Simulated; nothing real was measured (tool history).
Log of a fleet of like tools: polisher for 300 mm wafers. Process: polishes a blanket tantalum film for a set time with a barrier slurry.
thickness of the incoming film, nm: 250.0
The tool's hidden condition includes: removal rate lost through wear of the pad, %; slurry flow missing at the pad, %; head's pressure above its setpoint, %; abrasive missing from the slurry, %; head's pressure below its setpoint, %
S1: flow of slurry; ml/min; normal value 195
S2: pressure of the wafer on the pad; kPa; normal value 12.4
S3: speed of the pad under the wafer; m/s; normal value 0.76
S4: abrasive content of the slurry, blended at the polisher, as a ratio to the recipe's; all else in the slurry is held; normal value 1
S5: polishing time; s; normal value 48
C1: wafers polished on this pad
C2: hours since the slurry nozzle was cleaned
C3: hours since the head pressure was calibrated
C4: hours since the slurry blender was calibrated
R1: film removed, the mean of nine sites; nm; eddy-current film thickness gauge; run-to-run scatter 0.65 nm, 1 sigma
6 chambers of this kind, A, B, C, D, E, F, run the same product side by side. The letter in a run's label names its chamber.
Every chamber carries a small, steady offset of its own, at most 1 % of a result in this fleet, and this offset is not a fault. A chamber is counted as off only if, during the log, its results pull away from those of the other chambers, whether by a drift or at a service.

run   hour   S1    S2    S3   S4  S5    C1     C2      C3     C4      R1
       2.8  -- chamber D: worn pad replaced by a new one
 1B    4.5  195  12.4  0.76    1  48  1478  122.2     217   82.6  51.898
 2E   11.1  195  12.4  0.76    1  48   122  127.5   122.5    132  51.715
 3A   14.7  195  12.4  0.76    1  48   880  300.7     477     37  52.373
 4F     18  195  12.4  0.76    1  48   260     84   808.3  199.9  52.437
 5D     22  195  12.4  0.76    1  48   168    741  1176.2    316  52.676
      23.4  -- chamber B: worn pad replaced by a new one
 6C   26.6  195  12.4  0.76    1  48   468     32   324.1  242.9  51.965
 7B   30.1  195  12.4  0.76    1  48    59  147.8   242.6  108.2  52.028
 8F     34  195  12.4  0.76    1  48   401    100   824.3  215.9  52.256
 9D   38.1  195  12.4  0.76    1  48   309  757.1  1192.3  332.1  53.136
10C     42  195  12.4  0.76  1.2  48   603   47.4   339.5  258.3  54.661
11A   45.3  195  12.4  0.76  1.2  48  1148  331.3   507.6   67.6   53.72
12E   50.7  195  12.4  0.76  1.2  48   470  167.1   162.1  171.6  55.037
13A   54.8  195  12.4  0.76  1.2  48  1232  340.8   517.1   77.1  54.151
        55  -- chamber A: worn pad replaced by a new one
      55.7  -- chamber D: slurry nozzle cleaned
14C   61.3  195  12.4  0.76  1.2  48   772   66.7   358.8  277.6  55.373
15F   66.5  195  12.4  0.76  1.2  48   686  132.5   856.8  248.4  54.628
16E   72.6  195  15.2  0.76    1  43   662    189     184  193.5  57.976
      73.4  -- chamber A: slurry nozzle cleaned
17B   79.2  195  15.2  0.76    1  43   489  196.9   291.7  157.3  57.145
      82.8  -- chamber C: worn pad replaced by a new one
18D   85.8  195  15.2  0.76    1  43   727   30.2    1240  379.8  57.149
        86  -- chamber F: worn pad replaced by a new one
19C   92.4  195  15.2  0.76    1  43    84   97.8   389.9  308.7  56.315
20B   95.6  195  15.2  0.76    1  43   633  213.3   308.1  173.7  56.514
21D  100.3  195  15.2  0.76    1  43   855   44.7  1254.5  394.3  56.778
     104.7  -- chamber E: slurry nozzle cleaned
22A  106.9  195  12.4  0.76    1  48   455   33.6   569.2  129.2  52.293
23F  112.6  195  12.4  0.76    1  48   233  178.6   902.9  294.5  49.903
24E  118.8  195  12.4  0.76    1  48  1067   14.2   230.2  239.7   53.66
25D  123.3  195  12.4  0.76    1  48  1056   67.7  1277.5  417.3  52.179
     125.2  -- chamber A: slurry blender recalibrated
     125.7  -- chamber E: worn pad replaced by a new one
26B  127.7  195  12.4  0.76    1  48   915  245.4   340.2  205.8   52.38
27C  131.2  195  12.4  0.76    1  48   424  136.6   428.7  347.5  51.236
28A  137.5  195  12.4  0.76    1  48   724   64.2   599.8   12.4  51.766
29E  143.2  195  12.4  0.76    1  48   154   38.6   254.6  264.1  51.219
     143.6  -- chamber B: slurry blender recalibrated
30F  149.3  195  12.4  0.76    1  48   555  215.3   939.6  331.2   47.61
31C  154.3  195  12.4  0.76    1  48   627  159.7   451.8  370.6  52.041
     154.4  -- chamber C: head pressure recalibrated
     159.3  -- chamber C: slurry blender recalibrated
32F  159.4  160  12.4  0.76  1.2  48   644  225.4   949.7  341.3  48.721
     161.9  -- chamber D: worn pad replaced by a new one
33D  164.6  160  12.4  0.76  1.2  48    23    109  1318.8  458.6  53.431
34B  170.7  160  12.4  0.76  1.2  48  1292  288.4   383.2   27.1  54.091
     176.1  -- chamber D: slurry blender recalibrated
35E  177.6  160  12.4  0.76  1.2  48   455     73     289  298.5  52.414
36A  182.1  160  12.4  0.76  1.2  48  1115  108.8   644.4     57  52.944
37C  187.8  160  12.4  0.76  1.2  48   921  193.2    33.4   28.5  53.231
     192.4  -- chamber F: worn pad replaced by a new one
38D  194.7  195  12.4  0.76    1  48   287  139.1  1348.9   18.7  53.621
39F  200.1  195  12.4  0.76    1  48    67  266.1   990.4    382  47.126

Predict what each chamber gives when all 6 of them run the settings below next.
40A   205  195  12.4  0.76   1  60                   ?
40B   205  195  12.4  0.76   1  60                   ?
40C   205  195  12.4  0.76   1  60                   ?
40D   205  195  12.4  0.76   1  60                   ?
40E   205  195  12.4  0.76   1  60                   ?
40F   205  195  12.4  0.76   1  60                   ?

run      R1
40A  65.026
40B  64.706
40C  65.631
40D  65.268
40E  65.029
40F  58.888
